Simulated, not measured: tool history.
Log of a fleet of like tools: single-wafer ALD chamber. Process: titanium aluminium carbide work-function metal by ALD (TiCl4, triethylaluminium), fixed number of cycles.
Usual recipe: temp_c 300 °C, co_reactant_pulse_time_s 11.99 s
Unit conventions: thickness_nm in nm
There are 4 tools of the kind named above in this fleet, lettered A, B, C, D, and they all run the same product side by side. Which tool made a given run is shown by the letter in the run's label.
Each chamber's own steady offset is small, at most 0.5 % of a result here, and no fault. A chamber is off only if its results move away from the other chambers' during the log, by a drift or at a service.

| run | hour | temp_c | co_reactant_pulse_time_s | hours since the last thermocouple change | hours since the last triethylaluminium bottle change | read-back reference wafer on the same gauge, thickness_nm | thickness_nm |
|---|---|---|---|---|---|---|---|
| 1B | 8.1 | 300 | 11.99 | 1340.3 | 89.3 | 1.9592 | 2.0328 |
| 2A | 15.7 | 300 | 11.99 | 3058.2 | 309.6 | 1.9604 | 2.0200 |
| 3C | 23.4 | 300 | 11.99 | 1193.6 | 356.2 | 1.9602 | 2.0197 |
| 4D | 30.4 | 300 | 11.99 | 2663.2 | 1441.8 | 1.9588 | 2.0317 |
| 5D | 45.5 | 300 | 11.99 | 2678.3 | 1456.9 | 1.9599 | 2.0312 |
| 6A | 60.1 | 300 | 11.99 | 3102.6 | 354.0 | 1.9604 | 2.0131 |
| 7C | 69.9 | 300 | 11.99 | 1240.1 | 402.7 | 1.9605 | 2.0204 |
| 8B | 78.9 | 300 | 11.99 | 1411.1 | 160.1 | 1.9604 | 2.0283 |
| 9D | 92.3 | 300 | 11.99 | 2725.1 | 1503.7 | 1.9588 | 2.0294 |
| 10C | 102.4 | 300 | 11.99 | 1272.6 | 435.2 | 1.9605 | 2.0219 |
| 11B | 109.6 | 300 | 11.99 | 1441.8 | 190.8 | 1.9596 | 2.0178 |
|  | 125.1 | chamber A: thermocouple changed; heater temperature recalibrated |
| 12A | 125.1 | 300 | 11.99 | 0.0 | 419.0 | 1.9607 | 2.0260 |
|  | 126.8 | chamber C: triethylaluminium bottle replaced |
|  | 134.9 | chamber D: triethylaluminium bottle replaced |
| 13A | 138.9 | 300 | 11.99 | 13.8 | 432.8 | 1.9604 | 2.0269 |
|  | 145.8 | chamber D: thermocouple changed; heater temperature recalibrated |
| 14D | 152.2 | 300 | 11.99 | 6.4 | 17.4 | 1.9597 | 2.0070 |
| 15B | 166.0 | 300 | 11.99 | 1498.2 | 247.2 | 1.9600 | 2.0246 |
| 16C | 180.6 | 300 | 11.99 | 1350.8 | 53.8 | 1.9594 | 2.0273 |
| 17D | 196.4 | 300 | 11.99 | 50.6 | 61.6 | 1.9605 | 1.9965 |
| 18C | 211.3 | 300 | 11.99 | 1381.5 | 84.5 | 1.9592 | 2.0327 |
| 19A | 220.8 | 300 | 11.99 | 95.7 | 514.7 | 1.9599 | 2.0262 |
| 20B | 230.0 | 300 | 11.99 | 1562.2 | 311.2 | 1.9604 | 2.0314 |
| 21D | 237.1 | 300 | 11.99 | 91.3 | 102.3 | 1.9602 | 2.0031 |
| 22B | 249.8 | 305 | 7.38 | 1582.0 | 331.0 | 1.9602 | 1.9286 |
| 23C | 263.8 | 305 | 7.38 | 1434.0 | 137.0 | 1.9593 | 1.9405 |
| 24A | 275.6 | 305 | 7.38 | 150.5 | 569.5 | 1.9604 | 1.9380 |
| 25B | 286.8 | 305 | 7.38 | 1619.0 | 368.0 | 1.9596 | 1.9284 |
| 26A | 294.7 | 300 | 11.99 | 169.6 | 588.6 | 1.9600 | 2.0264 |
| 27D | 302.5 | 300 | 11.99 | 156.7 | 167.7 | 1.9604 | 2.0023 |

What goes on in this fleet: one chamber off, a drifting gauge, or nothing beyond the chambers' own small offsets? Name the chamber and the cause, if any.

A service on chamber D put it out of line with the rest.
Likeliest cause: wafer temperature below the value expected at the setpoint (K) = 3.66.

Below are 4 candidate recipes for chamber D's next run, each the usual settings with a change, their results shown as question marks. Which of them brings D's results back in line with what the other chambers give on the usual settings?
Allowed miss from the other chambers' usual-settings mean, per result, to count as in line: thickness_nm 0.0160 nm
| 28D-1 | 314.0 | 305 | 12.70 |  |  |  | ? |
| 28D-2 | 314.0 | 302 | 12.33 |  |  |  | ? |
| 28D-3 | 314.0 | 298 | 11.65 |  |  |  | ? |
| 28D-4 | 314.0 | 295 | 11.28 |  |  |  | ? |

Average result of the remaining chambers running the usual settings: thickness_nm 2.0253 nm
| run | thickness_nm |
|---|---|
| 28D-1 | 2.0477 |
| 28D-2 | 2.0176 |
| 28D-3 | 1.9748 |
| 28D-4 | 1.9437 |
28D-2 is the one that brings the chamber's results back in line with the other chambers.

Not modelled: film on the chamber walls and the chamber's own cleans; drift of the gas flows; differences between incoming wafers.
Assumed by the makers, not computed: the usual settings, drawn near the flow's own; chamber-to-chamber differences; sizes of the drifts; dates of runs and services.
